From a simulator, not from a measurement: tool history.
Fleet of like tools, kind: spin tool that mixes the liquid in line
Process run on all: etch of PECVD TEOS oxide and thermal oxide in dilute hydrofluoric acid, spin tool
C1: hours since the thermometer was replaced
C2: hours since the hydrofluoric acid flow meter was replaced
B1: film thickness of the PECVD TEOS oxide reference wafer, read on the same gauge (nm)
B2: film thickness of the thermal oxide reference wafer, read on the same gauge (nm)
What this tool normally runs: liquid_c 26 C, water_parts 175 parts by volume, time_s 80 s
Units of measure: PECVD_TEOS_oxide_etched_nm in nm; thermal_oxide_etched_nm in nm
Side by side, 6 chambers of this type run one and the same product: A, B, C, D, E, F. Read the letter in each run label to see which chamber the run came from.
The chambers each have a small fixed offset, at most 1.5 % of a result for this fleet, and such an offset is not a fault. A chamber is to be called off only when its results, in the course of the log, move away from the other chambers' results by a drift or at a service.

{"hour": 6.9, "done": "chamber C: hydrofluoric acid flow meter replaced"}
{"run": "1A", "hour": 8.1, "liquid_c": 26, "water_parts": 175, "time_s": 80, "C1": 971.8, "C2": 112.8, "B1": 119.97, "B2": 130.01, "PECVD_TEOS_oxide_etched_nm": 12.937, "thermal_oxide_etched_nm": 2.065}
{"run": "2E", "hour": 19.1, "liquid_c": 26, "water_parts": 175, "time_s": 80, "C1": 935.7, "C2": 702.6, "B1": 120.02, "B2": 129.99, "PECVD_TEOS_oxide_etched_nm": 13.167, "thermal_oxide_etched_nm": 2.0976}
{"run": "3B", "hour": 27.7, "liquid_c": 26, "water_parts": 175, "time_s": 80, "C1": 53.3, "C2": 222.1, "B1": 119.97, "B2": 129.99, "PECVD_TEOS_oxide_etched_nm": 12.656, "thermal_oxide_etched_nm": 2.1532}
{"run": "4F", "hour": 39.4, "liquid_c": 26, "water_parts": 175, "time_s": 80, "C1": 123.2, "C2": 159.2, "B1": 119.99, "B2": 129.99, "PECVD_TEOS_oxide_etched_nm": 13.001, "thermal_oxide_etched_nm": 2.1354}
{"run": "5C", "hour": 47.9, "liquid_c": 26, "water_parts": 175, "time_s": 80, "C1": 667.9, "C2": 41.1, "B1": 120.01, "B2": 130.01, "PECVD_TEOS_oxide_etched_nm": 12.917, "thermal_oxide_etched_nm": 2.0446}
{"run": "6D", "hour": 58.4, "liquid_c": 26, "water_parts": 175, "time_s": 80, "C1": 1752.1, "C2": 89, "B1": 119.98, "B2": 129.99, "PECVD_TEOS_oxide_etched_nm": 12.95, "thermal_oxide_etched_nm": 2.1454}
{"run": "7E", "hour": 68.4, "liquid_c": 26, "water_parts": 175, "time_s": 80, "C1": 985, "C2": 751.9, "B1": 120.01, "B2": 130.01, "PECVD_TEOS_oxide_etched_nm": 12.813, "thermal_oxide_etched_nm": 2.1306}
{"run": "8D", "hour": 78.6, "liquid_c": 26, "water_parts": 175, "time_s": 80, "C1": 1772.3, "C2": 109.2, "B1": 120.03, "B2": 130.01, "PECVD_TEOS_oxide_etched_nm": 12.948, "thermal_oxide_etched_nm": 2.1184}
{"run": "9B", "hour": 90.0, "liquid_c": 26, "water_parts": 175, "time_s": 80, "C1": 115.6, "C2": 284.4, "B1": 119.99, "B2": 130, "PECVD_TEOS_oxide_etched_nm": 12.796, "thermal_oxide_etched_nm": 2.156}
{"run": "10C", "hour": 100.8, "liquid_c": 26, "water_parts": 175, "time_s": 80, "C1": 720.8, "C2": 94, "B1": 120, "B2": 130.01, "PECVD_TEOS_oxide_etched_nm": 12.918, "thermal_oxide_etched_nm": 2.0664}
{"run": "11A", "hour": 110.2, "liquid_c": 26, "water_parts": 135, "time_s": 105, "C1": 1073.9, "C2": 214.9, "B1": 120.02, "B2": 129.97, "PECVD_TEOS_oxide_etched_nm": 23.086, "thermal_oxide_etched_nm": 3.8628}
{"run": "12F", "hour": 117.9, "liquid_c": 26, "water_parts": 135, "time_s": 105, "C1": 201.7, "C2": 237.7, "B1": 120.04, "B2": 130, "PECVD_TEOS_oxide_etched_nm": 22.912, "thermal_oxide_etched_nm": 3.7213}
{"run": "13E", "hour": 129.2, "liquid_c": 26, "water_parts": 135, "time_s": 105, "C1": 1045.8, "C2": 812.7, "B1": 120.01, "B2": 129.98, "PECVD_TEOS_oxide_etched_nm": 23.427, "thermal_oxide_etched_nm": 3.666}
{"run": "14F", "hour": 140.6, "liquid_c": 26, "water_parts": 135, "time_s": 105, "C1": 224.4, "C2": 260.4, "B1": 119.98, "B2": 130, "PECVD_TEOS_oxide_etched_nm": 23.197, "thermal_oxide_etched_nm": 3.6917}
{"run": "15C", "hour": 153.1, "liquid_c": 26, "water_parts": 135, "time_s": 105, "C1": 773.1, "C2": 146.3, "B1": 119.98, "B2": 129.99, "PECVD_TEOS_oxide_etched_nm": 23.145, "thermal_oxide_etched_nm": 3.6595}
{"run": "16A", "hour": 160.1, "liquid_c": 26, "water_parts": 135, "time_s": 105, "C1": 1123.8, "C2": 264.8, "B1": 120, "B2": 130.03, "PECVD_TEOS_oxide_etched_nm": 23.314, "thermal_oxide_etched_nm": 3.9035}
{"run": "17D", "hour": 166.8, "liquid_c": 29, "water_parts": 175, "time_s": 80, "C1": 1860.5, "C2": 197.4, "B1": 119.99, "B2": 129.98, "PECVD_TEOS_oxide_etched_nm": 14.525, "thermal_oxide_etched_nm": 2.3793}
{"run": "18B", "hour": 179.2, "liquid_c": 29, "water_parts": 175, "time_s": 80, "C1": 204.8, "C2": 373.6, "B1": 120.02, "B2": 130, "PECVD_TEOS_oxide_etched_nm": 14.286, "thermal_oxide_etched_nm": 2.3809}
{"run": "19E", "hour": 191.6, "liquid_c": 29, "water_parts": 175, "time_s": 80, "C1": 1108.2, "C2": 875.1, "B1": 120, "B2": 130, "PECVD_TEOS_oxide_etched_nm": 14.599, "thermal_oxide_etched_nm": 2.3998}
{"run": "20A", "hour": 199.0, "liquid_c": 29, "water_parts": 175, "time_s": 80, "C1": 1162.7, "C2": 303.7, "B1": 119.98, "B2": 130, "PECVD_TEOS_oxide_etched_nm": 14.419, "thermal_oxide_etched_nm": 2.353}
{"hour": 201.2, "done": "chamber D: thermometer replaced"}
{"run": "21F", "hour": 210.9, "liquid_c": 29, "water_parts": 175, "time_s": 80, "C1": 294.7, "C2": 330.7, "B1": 120.03, "B2": 130.02, "PECVD_TEOS_oxide_etched_nm": 14.333, "thermal_oxide_etched_nm": 2.3342}
{"run": "22D", "hour": 219.0, "liquid_c": 29, "water_parts": 175, "time_s": 80, "C1": 17.8, "C2": 249.6, "B1": 120.05, "B2": 130, "PECVD_TEOS_oxide_etched_nm": 14.19, "thermal_oxide_etched_nm": 2.3118}
{"run": "23C", "hour": 224.7, "liquid_c": 26, "water_parts": 175, "time_s": 80, "C1": 844.7, "C2": 217.9, "B1": 119.99, "B2": 130.01, "PECVD_TEOS_oxide_etched_nm": 12.751, "thermal_oxide_etched_nm": 2.054}
{"run": "24B", "hour": 234.0, "liquid_c": 26, "water_parts": 175, "time_s": 80, "C1": 259.6, "C2": 428.4, "B1": 120.01, "B2": 129.99, "PECVD_TEOS_oxide_etched_nm": 12.779, "thermal_oxide_etched_nm": 2.092}
{"run": "25F", "hour": 244.8, "liquid_c": 26, "water_parts": 175, "time_s": 80, "C1": 328.6, "C2": 364.6, "B1": 119.94, "B2": 129.99, "PECVD_TEOS_oxide_etched_nm": 13.093, "thermal_oxide_etched_nm": 2.1221}
{"run": "26B", "hour": 255.7, "liquid_c": 26, "water_parts": 175, "time_s": 80, "C1": 281.3, "C2": 450.1, "B1": 120.01, "B2": 130.01, "PECVD_TEOS_oxide_etched_nm": 12.813, "thermal_oxide_etched_nm": 2.0937}
{"run": "27E", "hour": 261.5, "liquid_c": 26, "water_parts": 175, "time_s": 80, "C1": 1178.1, "C2": 945, "B1": 120, "B2": 130, "PECVD_TEOS_oxide_etched_nm": 13.554, "thermal_oxide_etched_nm": 2.2057}
{"run": "28A", "hour": 270.8, "liquid_c": 26, "water_parts": 175, "time_s": 80, "C1": 1234.5, "C2": 375.5, "B1": 119.99, "B2": 130, "PECVD_TEOS_oxide_etched_nm": 12.942, "thermal_oxide_etched_nm": 2.1487}
{"run": "29D", "hour": 282.4, "liquid_c": 21.5, "water_parts": 115, "time_s": 80, "C1": 81.2, "C2": 313, "B1": 119.95, "B2": 130.02, "PECVD_TEOS_oxide_etched_nm": 17.756, "thermal_oxide_etched_nm": 2.9066}
{"run": "30C", "hour": 292.1, "liquid_c": 21.5, "water_parts": 115, "time_s": 80, "C1": 912.1, "C2": 285.3, "B1": 120.03, "B2": 130.01, "PECVD_TEOS_oxide_etched_nm": 17.43, "thermal_oxide_etched_nm": 2.8334}
{"run": "31A", "hour": 299.0, "liquid_c": 21.5, "water_parts": 115, "time_s": 80, "C1": 1262.7, "C2": 403.7, "B1": 119.96, "B2": 130.01, "PECVD_TEOS_oxide_etched_nm": 18.131, "thermal_oxide_etched_nm": 3.0585}
{"run": "32C", "hour": 307.2, "liquid_c": 21.5, "water_parts": 115, "time_s": 80, "C1": 927.2, "C2": 300.4, "B1": 120.03, "B2": 130.01, "PECVD_TEOS_oxide_etched_nm": 17.472, "thermal_oxide_etched_nm": 2.8341}
{"run": "33E", "hour": 315.5, "liquid_c": 21.5, "water_parts": 115, "time_s": 80, "C1": 1232.1, "C2": 999, "B1": 120.03, "B2": 129.99, "PECVD_TEOS_oxide_etched_nm": 18.708, "thermal_oxide_etched_nm": 3.0529}
{"run": "34F", "hour": 322.7, "liquid_c": 21.5, "water_parts": 115, "time_s": 80, "C1": 406.5, "C2": 442.5, "B1": 120, "B2": 130.04, "PECVD_TEOS_oxide_etched_nm": 17.909, "thermal_oxide_etched_nm": 2.9322}
{"run": "35B", "hour": 332.8, "liquid_c": 26, "water_parts": 175, "time_s": 80, "C1": 358.4, "C2": 527.2, "B1": 120.02, "B2": 129.99, "PECVD_TEOS_oxide_etched_nm": 12.847, "thermal_oxide_etched_nm": 2.0798}
{"run": "36D", "hour": 340.8, "liquid_c": 24, "water_parts": 175, "time_s": 80, "C1": 139.6, "C2": 371.4, "B1": 120.04, "B2": 130.01, "PECVD_TEOS_oxide_etched_nm": 12.05, "thermal_oxide_etched_nm": 1.9822}
{"run": "37D", "hour": 348.4, "liquid_c": 24, "water_parts": 175, "time_s": 80, "C1": 147.2, "C2": 379, "B1": 120, "B2": 130, "PECVD_TEOS_oxide_etched_nm": 11.917, "thermal_oxide_etched_nm": 1.97}
{"run": "38A", "hour": 358.0, "liquid_c": 24, "water_parts": 175, "time_s": 80, "C1": 1321.7, "C2": 462.7, "B1": 119.98, "B2": 130, "PECVD_TEOS_oxide_etched_nm": 11.958, "thermal_oxide_etched_nm": 1.9494}
{"run": "39B", "hour": 364.2, "liquid_c": 24, "water_parts": 175, "time_s": 80, "C1": 389.8, "C2": 558.6, "B1": 120.02, "B2": 129.99, "PECVD_TEOS_oxide_etched_nm": 11.868, "thermal_oxide_etched_nm": 1.9824}
{"run": "40E", "hour": 376.7, "liquid_c": 24, "water_parts": 175, "time_s": 80, "C1": 1293.3, "C2": 1060.2, "B1": 120, "B2": 130.02, "PECVD_TEOS_oxide_etched_nm": 13.123, "thermal_oxide_etched_nm": 2.0427}
{"run": "41F", "hour": 385.9, "liquid_c": 24, "water_parts": 175, "time_s": 80, "C1": 469.7, "C2": 505.7, "B1": 119.99, "B2": 130, "PECVD_TEOS_oxide_etched_nm": 12.082, "thermal_oxide_etched_nm": 1.9919}
{"run": "42C", "hour": 393.0, "liquid_c": 26, "water_parts": 120, "time_s": 80, "C1": 1013, "C2": 386.2, "B1": 119.99, "B2": 129.99, "PECVD_TEOS_oxide_etched_nm": 19.963, "thermal_oxide_etched_nm": 3.2371}
{"run": "43E", "hour": 403.8, "liquid_c": 26, "water_parts": 120, "time_s": 80, "C1": 1320.4, "C2": 1087.3, "B1": 119.99, "B2": 129.97, "PECVD_TEOS_oxide_etched_nm": 21.956, "thermal_oxide_etched_nm": 3.6536}
{"run": "44C", "hour": 415.7, "liquid_c": 26, "water_parts": 120, "time_s": 80, "C1": 1035.7, "C2": 408.9, "B1": 120.03, "B2": 129.99, "PECVD_TEOS_oxide_etched_nm": 19.88, "thermal_oxide_etched_nm": 3.3123}

Which is it: a chamber that has drifted or been left off by a service, a gauge drift common to all chambers, or only each chamber's usual small offset? If a chamber is off, name it and its likeliest cause.

One chamber, E, drifts off from the rest bit by bit.
Most likely cause: hydrofluoric acid flow above the setpoint (%) = 7.86.
Not necessarily distinguishable in this log from: liquid hotter than its thermometer reads (K).

Which of the 4 candidates below, each the usual settings with something changed and its results left as question marks, puts chamber E back in line with what the other chambers give on the usual settings?
In line here means within this much of the mean the other chambers give on the usual settings: PECVD_TEOS_oxide_etched_nm 0.33 nm; thermal_oxide_etched_nm 0.13 nm
{"run": "45E-1", "hour": 424.9, "liquid_c": 26, "water_parts": 180, "time_s": 75, "PECVD_TEOS_oxide_etched_nm": "?", "thermal_oxide_etched_nm": "?"}
{"run": "45E-2", "hour": 424.9, "liquid_c": 26, "water_parts": 170, "time_s": 85, "PECVD_TEOS_oxide_etched_nm": "?", "thermal_oxide_etched_nm": "?"}
{"run": "45E-3", "hour": 424.9, "liquid_c": 26, "water_parts": 170, "time_s": 80, "PECVD_TEOS_oxide_etched_nm": "?", "thermal_oxide_etched_nm": "?"}
{"run": "45E-4", "hour": 424.9, "liquid_c": 26, "water_parts": 180, "time_s": 80, "PECVD_TEOS_oxide_etched_nm": "?", "thermal_oxide_etched_nm": "?"}

The other chambers' mean on the usual settings: PECVD_TEOS_oxide_etched_nm 12.896 nm; thermal_oxide_etched_nm 2.1117 nm
run=45E-1 PECVD_TEOS_oxide_etched_nm=12.896 thermal_oxide_etched_nm=2.0997
run=45E-2 PECVD_TEOS_oxide_etched_nm=15.647 thermal_oxide_etched_nm=2.5477
run=45E-3 PECVD_TEOS_oxide_etched_nm=14.727 thermal_oxide_etched_nm=2.3978
run=45E-4 PECVD_TEOS_oxide_etched_nm=13.756 thermal_oxide_etched_nm=2.2397
It is 45E-1 that realigns the chamber with its peers.
